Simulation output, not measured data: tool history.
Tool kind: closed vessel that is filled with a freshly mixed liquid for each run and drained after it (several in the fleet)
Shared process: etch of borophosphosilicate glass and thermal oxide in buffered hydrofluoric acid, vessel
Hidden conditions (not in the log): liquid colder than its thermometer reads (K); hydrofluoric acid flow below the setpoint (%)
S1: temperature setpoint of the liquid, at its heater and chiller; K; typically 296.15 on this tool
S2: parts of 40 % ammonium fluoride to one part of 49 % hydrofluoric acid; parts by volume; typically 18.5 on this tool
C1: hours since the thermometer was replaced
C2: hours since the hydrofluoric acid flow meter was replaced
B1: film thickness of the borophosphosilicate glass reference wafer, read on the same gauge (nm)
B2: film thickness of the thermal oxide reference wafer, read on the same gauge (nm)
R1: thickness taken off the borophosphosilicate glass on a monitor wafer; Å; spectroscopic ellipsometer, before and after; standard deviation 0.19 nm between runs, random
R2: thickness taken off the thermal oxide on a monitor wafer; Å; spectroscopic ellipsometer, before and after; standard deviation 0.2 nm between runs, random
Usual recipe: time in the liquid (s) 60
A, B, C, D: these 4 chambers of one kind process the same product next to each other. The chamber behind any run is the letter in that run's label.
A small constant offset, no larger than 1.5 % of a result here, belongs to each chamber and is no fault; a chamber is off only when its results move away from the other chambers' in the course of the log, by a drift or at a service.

{"run": "1D", "hour": 6.8, "S1": 296.15, "S2": 18.5, "time in the liquid (s)": 60, "C1": 1710.9, "C2": 320.7, "B1": 90.013, "B2": 50.018, "R1": 390.86, "R2": 374.39}
{"run": "2C", "hour": 15.7, "S1": 296.15, "S2": 18.5, "time in the liquid (s)": 60, "C1": 526.4, "C2": 1386.2, "B1": 90.002, "B2": 49.959, "R1": 386.64, "R2": 369.34}
{"run": "3B", "hour": 26.1, "S1": 296.15, "S2": 18.5, "time in the liquid (s)": 60, "C1": 266.9, "C2": 193, "B1": 90.002, "B2": 49.971, "R1": 387.16, "R2": 371.1}
{"run": "4A", "hour": 32.3, "S1": 296.15, "S2": 18.5, "time in the liquid (s)": 60, "C1": 1779.5, "C2": 873.9, "B1": 89.999, "B2": 50.011, "R1": 384.61, "R2": 370.92}
{"run": "5A", "hour": 42.3, "S1": 296.15, "S2": 11.5, "time in the liquid (s)": 35, "C1": 1789.5, "C2": 883.9, "B1": 90.002, "B2": 49.971, "R1": 357.97, "R2": 346.94}
{"run": "6B", "hour": 50.2, "S1": 296.15, "S2": 11.5, "time in the liquid (s)": 35, "C1": 291, "C2": 217.1, "B1": 90.01, "B2": 49.968, "R1": 357.94, "R2": 343.25}
{"run": "7C", "hour": 56.2, "S1": 296.15, "S2": 11.5, "time in the liquid (s)": 35, "C1": 566.9, "C2": 1426.7, "B1": 89.981, "B2": 49.981, "R1": 366.09, "R2": 343.38}
{"run": "8D", "hour": 63.1, "S1": 296.15, "S2": 11.5, "time in the liquid (s)": 35, "C1": 1767.2, "C2": 377, "B1": 90.027, "B2": 50.024, "R1": 363.37, "R2": 346.38}
{"run": "9A", "hour": 71.8, "S1": 296.15, "S2": 18.5, "time in the liquid (s)": 60, "C1": 1819, "C2": 913.4, "B1": 89.989, "B2": 50.019, "R1": 384.65, "R2": 370.4}
{"hour": 74.9, "done": "chamber C: thermometer replaced"}
{"run": "10C", "hour": 81.7, "S1": 296.15, "S2": 18.5, "time in the liquid (s)": 60, "C1": 6.8, "C2": 1452.2, "B1": 90.034, "B2": 49.996, "R1": 389.61, "R2": 368.32}
{"run": "11D", "hour": 87.0, "S1": 296.15, "S2": 18.5, "time in the liquid (s)": 60, "C1": 1791.1, "C2": 400.9, "B1": 90, "B2": 50.015, "R1": 387.92, "R2": 371.71}
{"run": "12B", "hour": 94.8, "S1": 296.15, "S2": 18.5, "time in the liquid (s)": 60, "C1": 335.6, "C2": 261.7, "B1": 90, "B2": 50.018, "R1": 388.62, "R2": 367.68}
{"run": "13D", "hour": 106.4, "S1": 296.15, "S2": 18.5, "time in the liquid (s)": 60, "C1": 1810.5, "C2": 420.3, "B1": 89.975, "B2": 50.001, "R1": 384.75, "R2": 370.23}
{"run": "14C", "hour": 112.8, "S1": 296.15, "S2": 18.5, "time in the liquid (s)": 60, "C1": 37.9, "C2": 1483.3, "B1": 89.995, "B2": 50.02, "R1": 388.8, "R2": 369.73}
{"run": "15B", "hour": 121.9, "S1": 296.15, "S2": 18.5, "time in the liquid (s)": 60, "C1": 362.7, "C2": 288.8, "B1": 90.009, "B2": 50.01, "R1": 385.64, "R2": 367.43}
{"run": "16A", "hour": 132.4, "S1": 296.15, "S2": 18.5, "time in the liquid (s)": 60, "C1": 1879.6, "C2": 974, "B1": 89.996, "B2": 49.989, "R1": 384.8, "R2": 368.43}
{"run": "17D", "hour": 137.6, "S1": 296.15, "S2": 18.5, "time in the liquid (s)": 60, "C1": 1841.7, "C2": 451.5, "B1": 90.002, "B2": 49.984, "R1": 383.43, "R2": 369.02}
{"run": "18B", "hour": 149.4, "S1": 296.15, "S2": 18.5, "time in the liquid (s)": 40, "C1": 390.2, "C2": 316.3, "B1": 89.99, "B2": 49.982, "R1": 257.08, "R2": 247.83}
{"run": "19A", "hour": 159.0, "S1": 296.15, "S2": 18.5, "time in the liquid (s)": 40, "C1": 1906.2, "C2": 1000.6, "B1": 90.002, "B2": 49.996, "R1": 255.6, "R2": 246.82}
{"run": "20C", "hour": 166.6, "S1": 296.15, "S2": 18.5, "time in the liquid (s)": 40, "C1": 91.7, "C2": 1537.1, "B1": 89.996, "B2": 49.991, "R1": 261.68, "R2": 245.83}
{"run": "21C", "hour": 174.4, "S1": 296.15, "S2": 18.5, "time in the liquid (s)": 40, "C1": 99.5, "C2": 1544.9, "B1": 89.993, "B2": 50.013, "R1": 256.59, "R2": 246.53}
{"run": "22D", "hour": 184.7, "S1": 296.15, "S2": 18.5, "time in the liquid (s)": 60, "C1": 1888.8, "C2": 498.6, "B1": 89.992, "B2": 50.011, "R1": 384.05, "R2": 363.38}
{"run": "23B", "hour": 191.5, "S1": 296.15, "S2": 18.5, "time in the liquid (s)": 60, "C1": 432.3, "C2": 358.4, "B1": 90.006, "B2": 50.002, "R1": 386.22, "R2": 371.38}
{"run": "24A", "hour": 199.3, "S1": 296.15, "S2": 18.5, "time in the liquid (s)": 60, "C1": 1946.5, "C2": 1040.9, "B1": 89.963, "B2": 49.984, "R1": 385.47, "R2": 371.61}
{"run": "25B", "hour": 209.0, "S1": 296.15, "S2": 18.5, "time in the liquid (s)": 60, "C1": 449.8, "C2": 375.9, "B1": 89.994, "B2": 49.997, "R1": 382.38, "R2": 367.53}
{"run": "26C", "hour": 217.8, "S1": 296.15, "S2": 18.5, "time in the liquid (s)": 60, "C1": 142.9, "C2": 1588.3, "B1": 90.005, "B2": 49.969, "R1": 386.16, "R2": 367.79}
{"run": "27D", "hour": 224.4, "S1": 296.15, "S2": 18.5, "time in the liquid (s)": 60, "C1": 1928.5, "C2": 538.3, "B1": 89.997, "B2": 49.992, "R1": 380.61, "R2": 359.47}
{"run": "28A", "hour": 232.9, "S1": 296.15, "S2": 18.5, "time in the liquid (s)": 35, "C1": 1980.1, "C2": 1074.5, "B1": 90.028, "B2": 49.991, "R1": 224.55, "R2": 217.64}
{"run": "29D", "hour": 243.3, "S1": 296.15, "S2": 18.5, "time in the liquid (s)": 35, "C1": 1947.4, "C2": 557.2, "B1": 89.967, "B2": 49.972, "R1": 219.05, "R2": 208.84}
{"run": "30A", "hour": 254.8, "S1": 296.15, "S2": 18.5, "time in the liquid (s)": 35, "C1": 2002, "C2": 1096.4, "B1": 90.018, "B2": 49.992, "R1": 225.32, "R2": 215.9}
{"run": "31B", "hour": 260.2, "S1": 296.15, "S2": 18.5, "time in the liquid (s)": 35, "C1": 501, "C2": 427.1, "B1": 89.981, "B2": 49.97, "R1": 224.38, "R2": 216.14}

Does one chamber stand apart from the rest, does the shared gauge drift, or is all well apart from small per-chamber offsets? Give the chamber and the most likely cause, where there is one.

Little by little, chamber D moves away from the other chambers.
What lies behind it: hydrofluoric acid flow below the setpoint (%) = 4.59.
Not necessarily distinguishable in this log from: liquid colder than its thermometer reads (K).

Here are 4 candidates for chamber D's next run, each the usual settings with a change, their results left as question marks. Which one brings its results back in line with what the others give on the usual settings?
Maximum distance from the other chambers' mean on the usual settings for a result to count as in line: R1 6.6 Å; R2 7 Å
{"run": "32D-1", "hour": 268.7, "S1": 299.15, "S2": 21, "time in the liquid (s)": 60, "R1": "?", "R2": "?"}
{"run": "32D-2", "hour": 268.7, "S1": 297.65, "S2": 19.5, "time in the liquid (s)": 60, "R1": "?", "R2": "?"}
{"run": "32D-3", "hour": 268.7, "S1": 294.65, "S2": 17.5, "time in the liquid (s)": 60, "R1": "?", "R2": "?"}
{"run": "32D-4", "hour": 268.7, "S1": 291.15, "S2": 15, "time in the liquid (s)": 60, "R1": "?", "R2": "?"}

Other chambers, usual settings, mean: R1 385.91 Å; R2 369.81 Å
run=32D-1 R1=398.04 R2=381.47
run=32D-2 R1=386.77 R2=370.33
run=32D-3 R1=363.51 R2=347.36
run=32D-4 R1=348.74 R2=332.3
With 32D-2, the chamber falls back in line with the rest.

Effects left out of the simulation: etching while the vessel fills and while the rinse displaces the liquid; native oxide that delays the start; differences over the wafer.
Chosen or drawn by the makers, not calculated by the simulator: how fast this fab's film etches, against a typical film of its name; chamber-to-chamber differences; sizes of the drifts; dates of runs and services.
